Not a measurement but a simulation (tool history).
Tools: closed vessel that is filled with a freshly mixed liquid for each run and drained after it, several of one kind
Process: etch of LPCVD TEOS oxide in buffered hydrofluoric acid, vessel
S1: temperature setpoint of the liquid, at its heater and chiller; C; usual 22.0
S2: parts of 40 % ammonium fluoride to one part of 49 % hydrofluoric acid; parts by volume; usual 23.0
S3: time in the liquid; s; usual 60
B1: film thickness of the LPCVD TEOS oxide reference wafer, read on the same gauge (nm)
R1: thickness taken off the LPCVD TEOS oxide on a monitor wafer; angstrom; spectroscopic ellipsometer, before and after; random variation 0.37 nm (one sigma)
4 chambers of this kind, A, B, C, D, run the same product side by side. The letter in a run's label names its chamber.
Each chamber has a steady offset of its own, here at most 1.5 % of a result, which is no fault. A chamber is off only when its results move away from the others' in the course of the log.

{"run": "1C", "hour": 2.9, "S1": 22.0, "S2": 23.0, "S3": 60, "B1": 110.02, "R1": 862.24}
{"run": "2A", "hour": 8.1, "S1": 22.0, "S2": 23.0, "S3": 60, "B1": 110.03, "R1": 891.25}
{"run": "3B", "hour": 13.2, "S1": 22.0, "S2": 23.0, "S3": 60, "B1": 110.05, "R1": 878.85}
{"run": "4D", "hour": 16.3, "S1": 22.0, "S2": 23.0, "S3": 60, "B1": 110.03, "R1": 879.95}
{"run": "5A", "hour": 22.0, "S1": 22.0, "S2": 23.0, "S3": 60, "B1": 110.0, "R1": 888.35}
{"run": "6D", "hour": 27.0, "S1": 22.0, "S2": 23.0, "S3": 60, "B1": 109.96, "R1": 872.32}
{"run": "7C", "hour": 33.1, "S1": 22.0, "S2": 23.0, "S3": 60, "B1": 110.01, "R1": 870.39}
{"run": "8B", "hour": 38.0, "S1": 22.0, "S2": 23.0, "S3": 60, "B1": 110.0, "R1": 881.01}
{"run": "9B", "hour": 42.8, "S1": 22.0, "S2": 23.0, "S3": 60, "B1": 109.99, "R1": 887.48}
{"run": "10C", "hour": 48.4, "S1": 22.0, "S2": 23.0, "S3": 60, "B1": 109.99, "R1": 872.4}
{"run": "11D", "hour": 52.7, "S1": 22.0, "S2": 23.0, "S3": 60, "B1": 110.03, "R1": 875.36}
{"run": "12A", "hour": 55.9, "S1": 22.0, "S2": 23.0, "S3": 60, "B1": 109.97, "R1": 888.83}
{"hour": 56.5, "done": "chamber B: hydrofluoric acid flow meter replaced"}
{"run": "13B", "hour": 59.2, "S1": 22.0, "S2": 23.0, "S3": 60, "B1": 110.02, "R1": 878.38}
{"run": "14C", "hour": 63.1, "S1": 22.0, "S2": 23.0, "S3": 60, "B1": 109.99, "R1": 870.97}
{"run": "15A", "hour": 66.6, "S1": 20.5, "S2": 26.5, "S3": 60, "B1": 109.98, "R1": 747.39}
{"run": "16D", "hour": 72.5, "S1": 20.5, "S2": 26.5, "S3": 60, "B1": 110.0, "R1": 732.97}
{"run": "17C", "hour": 78.1, "S1": 20.5, "S2": 26.5, "S3": 60, "B1": 109.98, "R1": 730.28}
{"run": "18A", "hour": 82.3, "S1": 20.5, "S2": 26.5, "S3": 60, "B1": 110.01, "R1": 743.83}
{"run": "19D", "hour": 86.9, "S1": 22.0, "S2": 23.0, "S3": 60, "B1": 110.0, "R1": 875.43}
{"run": "20B", "hour": 93.3, "S1": 18.5, "S2": 16.5, "S3": 60, "B1": 109.99, "R1": 965.9}
{"run": "21A", "hour": 96.3, "S1": 18.5, "S2": 16.5, "S3": 60, "B1": 110.04, "R1": 981.55}
{"run": "22C", "hour": 102.1, "S1": 18.5, "S2": 16.5, "S3": 60, "B1": 110.02, "R1": 956.46}
{"run": "23D", "hour": 106.7, "S1": 18.5, "S2": 16.5, "S3": 60, "B1": 109.95, "R1": 954.44}
{"run": "24B", "hour": 112.9, "S1": 22.0, "S2": 23.0, "S3": 60, "B1": 110.0, "R1": 879.39}
{"run": "25C", "hour": 118.6, "S1": 19.5, "S2": 28.5, "S3": 60, "B1": 109.98, "R1": 656.73}
{"run": "26B", "hour": 122.2, "S1": 19.5, "S2": 28.5, "S3": 60, "B1": 110.01, "R1": 658.93}
{"run": "27D", "hour": 126.0, "S1": 19.5, "S2": 28.5, "S3": 60, "B1": 109.99, "R1": 656.5}
{"run": "28A", "hour": 132.0, "S1": 19.5, "S2": 28.5, "S3": 60, "B1": 110.02, "R1": 670.74}
{"run": "29A", "hour": 136.7, "S1": 22.0, "S2": 23.0, "S3": 60, "B1": 110.0, "R1": 888.29}
{"run": "30C", "hour": 142.9, "S1": 22.0, "S2": 23.0, "S3": 60, "B1": 110.0, "R1": 876.91}
{"run": "31B", "hour": 146.6, "S1": 22.0, "S2": 23.0, "S3": 60, "B1": 110.01, "R1": 884.1}
{"run": "32D", "hour": 151.4, "S1": 24.0, "S2": 23.0, "S3": 90, "B1": 110.02, "R1": 1477.2}
{"run": "33D", "hour": 156.8, "S1": 24.0, "S2": 23.0, "S3": 90, "B1": 109.99, "R1": 1475.3}
{"run": "34B", "hour": 162.2, "S1": 24.0, "S2": 23.0, "S3": 90, "B1": 110.0, "R1": 1474.7}
{"run": "35C", "hour": 167.0, "S1": 24.0, "S2": 23.0, "S3": 90, "B1": 109.99, "R1": 1458.0}

Is one chamber off against the others, does the gauge drift, or is nothing wrong? If a chamber is off, say which, and what the likeliest cause is.

No chamber stands off beyond its own small offset, and the gauge holds steady.

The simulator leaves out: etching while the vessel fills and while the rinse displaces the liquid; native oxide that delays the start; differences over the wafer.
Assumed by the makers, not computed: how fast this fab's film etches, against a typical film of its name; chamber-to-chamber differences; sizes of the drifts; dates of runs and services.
